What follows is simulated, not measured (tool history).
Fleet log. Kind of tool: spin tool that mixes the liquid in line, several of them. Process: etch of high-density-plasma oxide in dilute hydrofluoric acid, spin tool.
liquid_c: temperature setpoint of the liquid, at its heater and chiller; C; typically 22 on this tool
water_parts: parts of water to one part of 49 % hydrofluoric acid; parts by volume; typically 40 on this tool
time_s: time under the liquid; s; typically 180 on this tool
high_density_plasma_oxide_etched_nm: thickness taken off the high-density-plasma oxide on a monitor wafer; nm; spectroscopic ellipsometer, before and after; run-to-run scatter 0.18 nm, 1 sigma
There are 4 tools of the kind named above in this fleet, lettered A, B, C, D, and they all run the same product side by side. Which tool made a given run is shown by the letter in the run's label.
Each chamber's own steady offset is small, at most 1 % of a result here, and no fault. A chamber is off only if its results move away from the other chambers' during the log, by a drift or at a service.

run   hour  liquid_c  water_parts  time_s  hours since the thermometer was replaced  hours since the hydrofluoric acid flow meter was replaced  read-back film thickness of the high-density-plasma oxide reference wafer, read on the same gauge (nm)  high_density_plasma_oxide_etched_nm
 1B    8.5        22           40     180                                    1366.3                                                     1661.8                                                                                                     110                                22.78
 2A   20.4        22           40     180                                       593                                                      119.2                                                                                                  109.98                               22.679
 3C   34.3        22           40     180                                    1408.5                                                       66.9                                                                                                  110.04                               22.915
 4D     44        22           40     180                                     566.6                                                     1154.9                                                                                                  109.99                               22.758
 5D   56.8        22           40     180                                     579.4                                                     1167.7                                                                                                     110                               23.384
 6C   64.7        22           40     180                                    1438.9                                                       97.3                                                                                                  109.98                               22.872
 7A   73.1        22           40     180                                     645.7                                                      171.9                                                                                                     110                               22.943
 8B     85        22           50     180                                    1442.8                                                     1738.3                                                                                                  109.99                               18.305
 9A   93.9        22           50     180                                     666.5                                                      192.7                                                                                                  109.98                               18.022
10C  107.8        22           50     180                                      1482                                                      140.4                                                                                                  109.99                               18.169
11B  115.1        22           50     180                                    1472.9                                                     1768.4                                                                                                  110.01                                18.08
12D  124.1        22           50     275                                     646.7                                                       1235                                                                                                  110.01                                27.72
13D  136.9        22           50     275                                     659.5                                                     1247.8                                                                                                     110                               27.178
14A  146.3        22           50     275                                     718.9                                                      245.1                                                                                                  109.97                               27.951
15B  156.8        22           50     275                                    1514.6                                                     1810.1                                                                                                  110.01                               27.296
16C    171        22           40     180                                    1545.2                                                      203.6                                                                                                  109.98                               22.675
17D  178.8        22           40     180                                     701.4                                                     1289.7                                                                                                  110.01                                22.33
18C  191.3        22           40     180                                    1565.5                                                      223.9                                                                                                  110.04                               22.557
19B  198.9        19           40     180                                    1556.7                                                     1852.2                                                                                                  110.02                               20.072
20A  212.1        19           40     180                                     784.7                                                      310.9                                                                                                  110.06                               20.175
21C  224.2        19           40     180                                    1598.4                                                      256.8                                                                                                  110.04                               20.285
22D  233.4        19           40     180                                       756                                                     1344.3                                                                                                  109.98                               18.927
23A  244.1        22           40     180                                     816.7                                                      342.9                                                                                                  110.01                               23.043
24B  258.1        22           40     180                                    1615.9                                                     1911.4                                                                                                  109.99                               22.312
25A  271.9        22           40     180                                     844.5                                                      370.7                                                                                                  110.01                               22.755
26B    285        22           40     180                                    1642.8                                                     1938.3                                                                                                  110.06                               22.832
27C  293.7        22           40     180                                    1667.9                                                      326.3                                                                                                  110.02                               22.823
28D  303.6        22           40     180                                     826.2                                                     1414.5                                                                                                  110.02                               20.891
29A  317.4        22           40     180                                       890                                                      416.2                                                                                                  109.97                               22.978

Decide between three cases: one chamber stands off from its peers, the gauge reading all wafers drifts, or nothing is wrong past each chamber's small offset. Where a chamber is off, say which and what most likely put it there.

One chamber, D, drifts off from the rest bit by bit.
What lies behind it: hydrofluoric acid flow below the setpoint (%) = 9.83.
Not necessarily distinguishable in this log from: liquid colder than its thermometer reads (K).

Chamber D could run next with any of the 4 candidate recipes listed below; each alters the usual settings, and their results appear as question marks. Which one brings its results back in line with what the other chambers deliver on the usual settings?
To be in line, a result may differ from the other chambers' mean on the usual settings by at most: high_density_plasma_oxide_etched_nm 0.64 nm
30D-1   328      19.5           40     180                                                                                                                                                                                                                                                 ?
30D-2   328      22.5           40     195                                                                                                                                                                                                                                                 ?
30D-3   328        22           40     190                                                                                                                                                                                                                                                 ?
30D-4   328        22           40     170                                                                                                                                                                                                                                                 ?

Average result of the remaining chambers running the usual settings: high_density_plasma_oxide_etched_nm 22.854 nm
  run  high_density_plasma_oxide_etched_nm
30D-1                                18.57
30D-2                               22.885
30D-3                               21.828
30D-4                                19.53
The answer is 30D-2, which returns the chamber to within the allowed miss of the others.
